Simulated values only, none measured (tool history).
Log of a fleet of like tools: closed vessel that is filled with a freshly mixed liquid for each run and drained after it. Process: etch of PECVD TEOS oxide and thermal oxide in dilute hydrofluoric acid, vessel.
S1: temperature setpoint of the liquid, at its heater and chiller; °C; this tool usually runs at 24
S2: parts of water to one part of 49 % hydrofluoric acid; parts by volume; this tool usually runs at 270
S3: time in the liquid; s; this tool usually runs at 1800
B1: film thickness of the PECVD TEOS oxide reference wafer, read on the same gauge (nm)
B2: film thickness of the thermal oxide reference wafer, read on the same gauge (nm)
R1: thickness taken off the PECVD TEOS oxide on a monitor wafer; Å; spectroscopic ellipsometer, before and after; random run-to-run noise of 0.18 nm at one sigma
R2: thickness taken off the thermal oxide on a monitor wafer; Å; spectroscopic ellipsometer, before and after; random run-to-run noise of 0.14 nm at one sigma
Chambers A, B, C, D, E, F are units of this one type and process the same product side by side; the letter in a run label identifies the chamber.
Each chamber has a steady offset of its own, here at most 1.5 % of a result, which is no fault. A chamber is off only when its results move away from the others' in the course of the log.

Run 1A, day 0.371: usual settings; B1 150.03; B2 109.98. Result: R1 562.43 Å, R2 272.54 Å.
Run 2D, day 0.658: usual settings; B1 150.02; B2 110.01. Result: R1 562.49 Å, R2 272.34 Å.
At day 0.754: chamber D: hydrofluoric acid flow meter replaced.
Run 3B, day 1.046: usual settings; B1 150; B2 110. Result: R1 560.03 Å, R2 267.87 Å.
Run 4E, day 1.317: usual settings; B1 150.04; B2 110.01. Result: R1 573.06 Å, R2 275.09 Å.
Run 5F, day 1.533: usual settings but S1 20.5 °C, S3 1480 s; B1 149.99; B2 110. Result: R1 408.88 Å, R2 196.67 Å.
Run 6C, day 1.75: usual settings but S1 20.5 °C, S3 1480 s; B1 149.96; B2 109.99. Result: R1 413.53 Å, R2 198.42 Å.
Run 7E, day 2.079: usual settings but S1 20.5 °C, S3 1480 s; B1 150.05; B2 109.99. Result: R1 416.3 Å, R2 200.98 Å.
Run 8B, day 2.458: usual settings but S1 20.5 °C, S3 1480 s; B1 150.02; B2 109.98. Result: R1 407.06 Å, R2 196.81 Å.
Run 9D, day 2.679: usual settings but S1 20.5 °C, S3 1480 s; B1 149.95; B2 110. Result: R1 407.89 Å, R2 197.59 Å.
Run 10F, day 2.896: usual settings but S1 20.5 °C, S3 1480 s; B1 149.99; B2 110. Result: R1 407.16 Å, R2 198.6 Å.
Run 11C, day 3.296: usual settings; B1 149.99; B2 110. Result: R1 567.03 Å, R2 272.99 Å.
Run 12A, day 3.521: usual settings but S1 28.5 °C; B1 149.98; B2 109.98. Result: R1 656.35 Å, R2 322.05 Å.
Run 13B, day 3.925: usual settings but S1 28.5 °C; B1 149.97; B2 110. Result: R1 658.56 Å, R2 315.36 Å.
Run 14E, day 4.238: usual settings but S1 28.5 °C; B1 150.03; B2 109.99. Result: R1 668.57 Å, R2 319.47 Å.
At day 4.321: chamber F: hydrofluoric acid flow meter replaced.
Run 15A, day 4.533: usual settings but S1 28.5 °C; B1 150.01; B2 110.01. Result: R1 663.8 Å, R2 316.01 Å.
Run 16F, day 4.821: usual settings but S1 28.5 °C; B1 150.03; B2 109.99. Result: R1 656.88 Å, R2 318.93 Å.
Run 17C, day 5.171: usual settings but S1 28.5 °C; B1 150.02; B2 110. Result: R1 659.42 Å, R2 318.74 Å.
Run 18D, day 5.55: usual settings; B1 149.95; B2 109.99. Result: R1 560.04 Å, R2 271.21 Å.
Run 19F, day 5.85: usual settings; B1 150.01; B2 109.99. Result: R1 564.07 Å, R2 271.12 Å.
Run 20D, day 6.071: usual settings; B1 149.96; B2 110. Result: R1 561.05 Å, R2 273.01 Å.
Run 21C, day 6.458: usual settings; B1 149.94; B2 109.99. Result: R1 570.23 Å, R2 277.02 Å.
Run 22A, day 6.675: usual settings; B1 150.02; B2 110. Result: R1 565.8 Å, R2 271.16 Å.
Run 23B, day 6.992: usual settings but S2 350 parts by volume; B1 149.96; B2 110. Result: R1 399.91 Å, R2 191.77 Å.
Run 24E, day 7.175: usual settings but S2 350 parts by volume; B1 150.01; B2 110. Result: R1 409.77 Å, R2 197.34 Å.
Run 25A, day 7.45: usual settings but S2 350 parts by volume; B1 149.99; B2 110. Result: R1 401.84 Å, R2 193.42 Å.
Run 26B, day 7.767: usual settings but S2 350 parts by volume; B1 149.98; B2 110. Result: R1 400.1 Å, R2 191.31 Å.
Run 27F, day 8.167: usual settings but S2 350 parts by volume; B1 150.04; B2 110. Result: R1 402.29 Å, R2 196.59 Å.
Run 28C, day 8.446: usual settings but S2 350 parts by volume; B1 150.05; B2 110.01. Result: R1 406.09 Å, R2 193.21 Å.
At day 8.546: chamber D: thermometer replaced.
Run 29E, day 8.65: usual settings; B1 150.02; B2 110. Result: R1 573.84 Å, R2 277.39 Å.
At day 8.867: chamber B: thermometer replaced.
Run 30D, day 8.912: usual settings; B1 149.97; B2 109.99. Result: R1 562.9 Å, R2 270.75 Å.
Run 31B, day 9.092: usual settings; B1 150.02; B2 110. Result: R1 562.16 Å, R2 270.34 Å.
Run 32A, day 9.358: usual settings; B1 150.04; B2 109.99. Result: R1 561.9 Å, R2 273.07 Å.
Run 33D, day 9.65: usual settings; B1 150.01; B2 110. Result: R1 565.33 Å, R2 272.82 Å.
Run 34E, day 10.008: usual settings but S1 21.5 °C, S2 180 parts by volume; B1 150.01; B2 110. Result: R1 858.47 Å, R2 415.27 Å.
Run 35C, day 10.238: usual settings but S1 21.5 °C, S2 180 parts by volume; B1 150.01; B2 109.99. Result: R1 858.22 Å, R2 410.8 Å.
Run 36F, day 10.421: usual settings but S1 21.5 °C, S2 180 parts by volume; B1 149.94; B2 109.99. Result: R1 841.59 Å, R2 405.04 Å.
Run 37E, day 10.779: usual settings but S1 21.5 °C, S2 180 parts by volume; B1 149.97; B2 110. Result: R1 855.49 Å, R2 412.66 Å.
Run 38D, day 10.962: usual settings but S1 21.5 °C, S2 180 parts by volume; B1 149.99; B2 109.99. Result: R1 837.22 Å, R2 404.87 Å.

Each of the 6 chambers runs these same settings next. Fill in every chamber's results:
Run 39A, day 11.254: usual settings. Result: R1 ?, R2 ?.
Run 39B, day 11.254: usual settings. Result: R1 ?, R2 ?.
Run 39C, day 11.254: usual settings. Result: R1 ?, R2 ?.
Run 39D, day 11.254: usual settings. Result: R1 ?, R2 ?.
Run 39E, day 11.254: usual settings. Result: R1 ?, R2 ?.
Run 39F, day 11.254: usual settings. Result: R1 ?, R2 ?.

run      R1      R2
39A  563.13  271.73
39B   558.2  269.28
39C  570.43   272.4
39D  561.82  273.61
39E  574.09  274.64
39F  567.25  274.32
